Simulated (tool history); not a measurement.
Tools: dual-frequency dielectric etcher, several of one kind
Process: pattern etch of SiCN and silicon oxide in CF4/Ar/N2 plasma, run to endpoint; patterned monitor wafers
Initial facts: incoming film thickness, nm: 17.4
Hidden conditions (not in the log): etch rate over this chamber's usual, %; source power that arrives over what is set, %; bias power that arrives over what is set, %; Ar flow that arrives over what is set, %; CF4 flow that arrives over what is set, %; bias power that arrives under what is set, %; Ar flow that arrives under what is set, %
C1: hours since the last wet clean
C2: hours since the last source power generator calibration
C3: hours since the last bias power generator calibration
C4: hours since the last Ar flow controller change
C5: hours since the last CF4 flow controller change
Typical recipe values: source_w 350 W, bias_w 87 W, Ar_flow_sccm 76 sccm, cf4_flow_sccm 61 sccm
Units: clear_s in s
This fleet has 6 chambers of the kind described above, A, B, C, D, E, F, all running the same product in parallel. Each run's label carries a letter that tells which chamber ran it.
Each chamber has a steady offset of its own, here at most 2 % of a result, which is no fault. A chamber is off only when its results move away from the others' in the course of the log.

run 1B hour=4.9 | source_w=350 bias_w=87 Ar_flow_sccm=76 cf4_flow_sccm=61 | C1=350.6 C2=1598.6 C3=1033.4 C4=5791.1 C5=2355.5 | clear_s=23.189
-- hour=5.7 chamber D: wet clean of the chamber
run 2E hour=7.5 | source_w=350 bias_w=87 Ar_flow_sccm=76 cf4_flow_sccm=61 | C1=365.1 C2=380.7 C3=1449.1 C4=3776.0 C5=1697.7 | clear_s=23.060
run 3F hour=12.5 | source_w=350 bias_w=87 Ar_flow_sccm=76 cf4_flow_sccm=61 | C1=174.4 C2=2870.1 C3=3048.2 C4=1184.4 C5=479.6 | clear_s=22.764
run 4D hour=15.8 | source_w=350 bias_w=87 Ar_flow_sccm=76 cf4_flow_sccm=61 | C1=10.1 C2=2951.5 C3=1091.5 C4=1005.3 C5=688.6 | clear_s=23.144
run 5C hour=20.8 | source_w=350 bias_w=87 Ar_flow_sccm=76 cf4_flow_sccm=61 | C1=364.5 C2=1024.3 C3=4257.9 C4=621.9 C5=338.1 | clear_s=22.937
run 6A hour=23.6 | source_w=350 bias_w=87 Ar_flow_sccm=76 cf4_flow_sccm=61 | C1=389.9 C2=1846.9 C3=551.1 C4=2061.3 C5=4657.9 | clear_s=23.361
run 7D hour=26.7 | source_w=350 bias_w=87 Ar_flow_sccm=76 cf4_flow_sccm=61 | C1=21.0 C2=2962.4 C3=1102.4 C4=1016.2 C5=699.5 | clear_s=23.250
-- hour=27.7 chamber A: wet clean of the chamber
-- hour=28.3 chamber B: CF4 flow controller replaced
run 8A hour=30.9 | source_w=350 bias_w=87 Ar_flow_sccm=76 cf4_flow_sccm=61 | C1=3.2 C2=1854.2 C3=558.4 C4=2068.6 C5=4665.2 | clear_s=23.237
run 9B hour=35.8 | source_w=350 bias_w=87 Ar_flow_sccm=76 cf4_flow_sccm=61 | C1=381.5 C2=1629.5 C3=1064.3 C4=5822.0 C5=7.6 | clear_s=23.206
run 10C hour=41.0 | source_w=350 bias_w=87 Ar_flow_sccm=76 cf4_flow_sccm=61 | C1=384.7 C2=1044.5 C3=4278.1 C4=642.1 C5=358.3 | clear_s=22.728
run 11F hour=45.2 | source_w=350 bias_w=104 Ar_flow_sccm=76 cf4_flow_sccm=61 | C1=207.1 C2=2902.8 C3=3080.9 C4=1217.1 C5=512.3 | clear_s=21.468
run 12E hour=49.8 | source_w=350 bias_w=104 Ar_flow_sccm=76 cf4_flow_sccm=61 | C1=407.4 C2=423.0 C3=1491.4 C4=3818.3 C5=1740.0 | clear_s=21.621
run 13D hour=53.8 | source_w=350 bias_w=104 Ar_flow_sccm=76 cf4_flow_sccm=61 | C1=48.1 C2=2989.5 C3=1129.5 C4=1043.3 C5=726.6 | clear_s=21.695
run 14B hour=57.8 | source_w=350 bias_w=104 Ar_flow_sccm=76 cf4_flow_sccm=61 | C1=403.5 C2=1651.5 C3=1086.3 C4=5844.0 C5=29.6 | clear_s=21.798
run 15F hour=63.0 | source_w=350 bias_w=104 Ar_flow_sccm=76 cf4_flow_sccm=61 | C1=224.9 C2=2920.6 C3=3098.7 C4=1234.9 C5=530.1 | clear_s=21.514
-- hour=67.9 chamber B: wet clean of the chamber
run 16E hour=68.3 | source_w=350 bias_w=104 Ar_flow_sccm=76 cf4_flow_sccm=61 | C1=425.9 C2=441.5 C3=1509.9 C4=3836.8 C5=1758.5 | clear_s=21.537
run 17A hour=72.8 | source_w=350 bias_w=87 Ar_flow_sccm=76 cf4_flow_sccm=61 | C1=45.1 C2=1896.1 C3=600.3 C4=2110.5 C5=4707.1 | clear_s=23.522
run 18C hour=75.2 | source_w=350 bias_w=87 Ar_flow_sccm=76 cf4_flow_sccm=61 | C1=418.9 C2=1078.7 C3=4312.3 C4=676.3 C5=392.5 | clear_s=22.780
run 19F hour=79.7 | source_w=430 bias_w=87 Ar_flow_sccm=76 cf4_flow_sccm=51 | C1=241.6 C2=2937.3 C3=3115.4 C4=1251.6 C5=546.8 | clear_s=19.716
run 20A hour=82.6 | source_w=430 bias_w=87 Ar_flow_sccm=76 cf4_flow_sccm=51 | C1=54.9 C2=1905.9 C3=610.1 C4=2120.3 C5=4716.9 | clear_s=19.999
run 21E hour=86.2 | source_w=430 bias_w=87 Ar_flow_sccm=76 cf4_flow_sccm=51 | C1=443.8 C2=459.4 C3=1527.8 C4=3854.7 C5=1776.4 | clear_s=19.688
run 22C hour=89.4 | source_w=430 bias_w=87 Ar_flow_sccm=76 cf4_flow_sccm=51 | C1=433.1 C2=1092.9 C3=4326.5 C4=690.5 C5=406.7 | clear_s=19.460
run 23D hour=92.0 | source_w=430 bias_w=87 Ar_flow_sccm=76 cf4_flow_sccm=51 | C1=86.3 C2=3027.7 C3=1167.7 C4=1081.5 C5=764.8 | clear_s=19.955
run 24B hour=95.3 | source_w=430 bias_w=87 Ar_flow_sccm=76 cf4_flow_sccm=51 | C1=27.5 C2=1689.0 C3=1123.8 C4=5881.5 C5=67.1 | clear_s=19.917
run 25D hour=98.4 | source_w=350 bias_w=87 Ar_flow_sccm=76 cf4_flow_sccm=61 | C1=92.7 C2=3034.1 C3=1174.1 C4=1087.9 C5=771.2 | clear_s=23.075
run 26B hour=102.2 | source_w=350 bias_w=87 Ar_flow_sccm=76 cf4_flow_sccm=61 | C1=34.4 C2=1695.9 C3=1130.7 C4=5888.4 C5=74.0 | clear_s=23.406
run 27C hour=106.2 | source_w=350 bias_w=87 Ar_flow_sccm=76 cf4_flow_sccm=47 | C1=449.9 C2=1109.7 C3=4343.3 C4=707.3 C5=423.5 | clear_s=23.532
-- hour=108.8 chamber B: Ar flow controller replaced
run 28A hour=111.2 | source_w=350 bias_w=87 Ar_flow_sccm=76 cf4_flow_sccm=47 | C1=83.5 C2=1934.5 C3=638.7 C4=2148.9 C5=4745.5 | clear_s=24.189
run 29E hour=116.7 | source_w=350 bias_w=87 Ar_flow_sccm=76 cf4_flow_sccm=47 | C1=474.3 C2=489.9 C3=1558.3 C4=3885.2 C5=1806.9 | clear_s=23.830
-- hour=118.5 chamber E: wet clean of the chamber
run 30F hour=120.5 | source_w=350 bias_w=87 Ar_flow_sccm=76 cf4_flow_sccm=47 | C1=282.4 C2=2978.1 C3=3156.2 C4=1292.4 C5=587.6 | clear_s=23.601
run 31D hour=124.6 | source_w=350 bias_w=87 Ar_flow_sccm=76 cf4_flow_sccm=47 | C1=118.9 C2=3060.3 C3=1200.3 C4=1114.1 C5=797.4 | clear_s=23.915
-- hour=127.1 chamber F: bias power generator calibrated
run 32F hour=128.4 | source_w=350 bias_w=87 Ar_flow_sccm=76 cf4_flow_sccm=47 | C1=290.3 C2=2986.0 C3=1.3 C4=1300.3 C5=595.5 | clear_s=23.620
run 33C hour=133.7 | source_w=350 bias_w=87 Ar_flow_sccm=76 cf4_flow_sccm=61 | C1=477.4 C2=1137.2 C3=4370.8 C4=734.8 C5=451.0 | clear_s=23.002
run 34E hour=138.5 | source_w=350 bias_w=87 Ar_flow_sccm=76 cf4_flow_sccm=61 | C1=20.0 C2=511.7 C3=1580.1 C4=3907.0 C5=1828.7 | clear_s=23.131
run 35B hour=142.7 | source_w=350 bias_w=87 Ar_flow_sccm=76 cf4_flow_sccm=61 | C1=74.9 C2=1736.4 C3=1171.2 C4=34.0 C5=114.5 | clear_s=23.267
run 36A hour=146.9 | source_w=350 bias_w=87 Ar_flow_sccm=76 cf4_flow_sccm=61 | C1=119.2 C2=1970.2 C3=674.4 C4=2184.6 C5=4781.2 | clear_s=23.259
run 37C hour=151.9 | source_w=350 bias_w=87 Ar_flow_sccm=76 cf4_flow_sccm=61 | C1=495.6 C2=1155.4 C3=4389.0 C4=753.0 C5=469.2 | clear_s=22.705
run 38F hour=156.1 | source_w=350 bias_w=87 Ar_flow_sccm=76 cf4_flow_sccm=61 | C1=318.0 C2=3013.7 C3=29.0 C4=1328.0 C5=623.2 | clear_s=22.770
run 39A hour=160.3 | source_w=350 bias_w=87 Ar_flow_sccm=76 cf4_flow_sccm=61 | C1=132.6 C2=1983.6 C3=687.8 C4=2198.0 C5=4794.6 | clear_s=23.221
run 40B hour=163.2 | source_w=350 bias_w=87 Ar_flow_sccm=76 cf4_flow_sccm=61 | C1=95.4 C2=1756.9 C3=1191.7 C4=54.5 C5=135.0 | clear_s=23.186
run 41D hour=165.6 | source_w=350 bias_w=87 Ar_flow_sccm=76 cf4_flow_sccm=61 | C1=159.9 C2=3101.3 C3=1241.3 C4=1155.1 C5=838.4 | clear_s=23.168
run 42E hour=170.2 | source_w=350 bias_w=87 Ar_flow_sccm=76 cf4_flow_sccm=61 | C1=51.7 C2=543.4 C3=1611.8 C4=3938.7 C5=1860.4 | clear_s=23.205
run 43B hour=173.7 | source_w=350 bias_w=87 Ar_flow_sccm=76 cf4_flow_sccm=61 | C1=105.9 C2=1767.4 C3=1202.2 C4=65.0 C5=145.5 | clear_s=23.269

Does one chamber stand apart from the rest, does the shared gauge drift, or is all well apart from small per-chamber offsets? Give the chamber and the most likely cause, where there is one.

No chamber is off and the gauge is stable; the differences are just each chamber's small, constant offset.
